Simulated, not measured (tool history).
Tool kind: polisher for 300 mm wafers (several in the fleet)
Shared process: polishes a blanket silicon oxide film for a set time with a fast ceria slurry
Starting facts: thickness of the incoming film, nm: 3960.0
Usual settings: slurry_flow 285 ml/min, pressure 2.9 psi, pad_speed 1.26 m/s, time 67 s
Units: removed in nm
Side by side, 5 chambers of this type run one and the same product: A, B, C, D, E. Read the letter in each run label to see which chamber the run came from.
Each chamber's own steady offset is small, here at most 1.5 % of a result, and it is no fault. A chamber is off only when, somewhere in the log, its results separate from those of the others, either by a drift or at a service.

run   hour  slurry_flow  pressure  pad_speed  time  wafers polished on this pad  hours since the slurry nozzle was cleaned  hours since the head pressure was calibrated  removed
 1A      9          285       2.9       1.26    67                          642                                      340.6                                         492.6   1437.2
 2D   18.1          285       2.9       1.26    67                          919                                      423.7                                        1104.7   1430.2
 3C   28.4          285       2.9       1.26    67                          820                                      100.4                                         990.2   1414.6
 4E   40.2          285       2.9       1.26    67                          678                                      361.9                                         390.1     1416
 5B   48.5          285       2.9       1.26    67                          808                                      521.4                                         875.6   1399.9
      48.7  -- chamber E: worn pad replaced by a new one
      49.7  -- chamber A: worn pad replaced by a new one
        50  -- chamber D: worn pad replaced by a new one
 6E   57.5          285       2.9       1.26    67                          105                                      379.2                                         407.4     1415
      60.8  -- chamber C: worn pad replaced by a new one
      71.4  -- chamber B: worn pad replaced by a new one
 7C   71.8          285       2.9       1.26    67                          131                                      143.8                                        1033.6     1418
 8A   81.9          285       2.9       1.26    67                          383                                      413.5                                         565.5   1434.3
 9D   90.9          285       2.9       1.26    67                          487                                      496.5                                        1177.5   1418.2
10B  102.8          285       2.9       1.26    67                          374                                      575.7                                         929.9   1409.6
     103.3  -- chamber D: head pressure recalibrated
11D    115          215       2.9       1.26    67                          774                                      520.6                                          11.8   1356.3
     115.4  -- chamber E: worn pad replaced by a new one
     125.3  -- chamber C: head pressure recalibrated
12A  126.3          215       2.9       1.26    67                          912                                      457.9                                         609.9   1387.5
13C  133.2          215       2.9       1.26    67                          862                                      205.2                                           7.9     1368
14E  141.9          215       2.9       1.26    67                          315                                      463.6                                         491.8   1349.9
     145.5  -- chamber A: worn pad replaced by a new one
15B    149          215       2.9       1.26    67                          924                                      621.9                                         976.1     1355
       154  -- chamber B: worn pad replaced by a new one
     157.8  -- chamber D: worn pad replaced by a new one
16D  158.4          285       2.9       1.26    67                            7                                        564                                          55.2   1403.2
17B  170.9          250       2.9       1.26    67                          202                                      643.8                                           998   1398.8
     178.3  -- chamber C: worn pad replaced by a new one
18C  180.9          250       2.9       1.26    67                           31                                      252.9                                          55.6   1384.2
     189.8  -- chamber B: slurry nozzle cleaned
     191.5  -- chamber E: worn pad replaced by a new one
19A  194.1          250       2.9       1.26    67                          579                                      525.7                                         677.7   1396.1
20E  207.8          250       2.9       1.26    67                          195                                      529.5                                         557.7   1336.1
21C  220.5          250       2.9       1.26    67                          503                                      292.5                                          95.2     1391
22B  227.6          285       2.9       1.26    67                          877                                       37.9                                        1054.7   1404.7
     236.5  -- chamber B: worn pad replaced by a new one
23E  241.9          285       2.9       1.26    67                          601                                      563.6                                         591.8   1356.6
     249.4  -- chamber A: worn pad replaced by a new one
24D  256.3          285       2.9       1.26    67                         1173                                      661.9                                         153.1   1410.6
     257.8  -- chamber D: worn pad replaced by a new one
     260.9  -- chamber A: head pressure recalibrated
     260.9  -- chamber E: worn pad replaced by a new one
25A  270.4          285       2.9       1.26    67                          251                                        602                                           9.5   1454.9
26E  278.9          285       2.9       1.26    67                          214                                      600.6                                         628.8   1362.8
     288.5  -- chamber C: worn pad replaced by a new one
27A  291.2          285       2.9       1.26    67                          498                                      622.8                                          30.3   1445.4
     296.3  -- chamber D: slurry nozzle cleaned
28C  300.1          285       2.9       1.26    67                          138                                      372.1                                         174.8   1402.3
29D  309.8          285       2.9       1.26    67                          620                                       13.6                                         206.6   1396.2
30B  317.1          285       2.9       1.26    67                          960                                      127.4                                        1144.2   1398.8
     325.7  -- chamber C: slurry nozzle cleaned
31A  328.2          285       2.9       1.26    87                          939                                      659.8                                          67.3   1871.4
32C  340.4          285       2.9       1.26    87                          618                                       14.8                                         215.1   1832.3

Decide between three cases: one chamber stands off from its peers, the gauge reading all wafers drifts, or nothing is wrong past each chamber's small offset. Where a chamber is off, say which and what most likely put it there.

It is chamber E that slowly wanders off from its peers.
What lies behind it: slurry flow missing at the pad, % = 36.
The log might look much the same if the cause were instead: head's pressure below its setpoint, %.

Here are 4 candidates for chamber E's next run, each the usual settings with a change, their results left as question marks. Which one brings its results back in line with what the others give on the usual settings?
In line means no further than this from the other chambers' mean on the usual settings: removed 32 nm
33E-1  350.7          285       2.9       1.26    66                                                                                                                              ?
33E-2  350.7          285       2.9       1.26    68                                                                                                                              ?
33E-3  350.7          285       2.9       1.26    63                                                                                                                              ?
33E-4  350.7          425       2.9       1.26    67                                                                                                                              ?

The other chambers' mean on the usual settings: removed 1408 nm
  run  removed
33E-1   1308.7
33E-2   1348.3
33E-3   1249.2
33E-4   1393.9
33E-4 is the one that brings the chamber's results back in line with the other chambers.
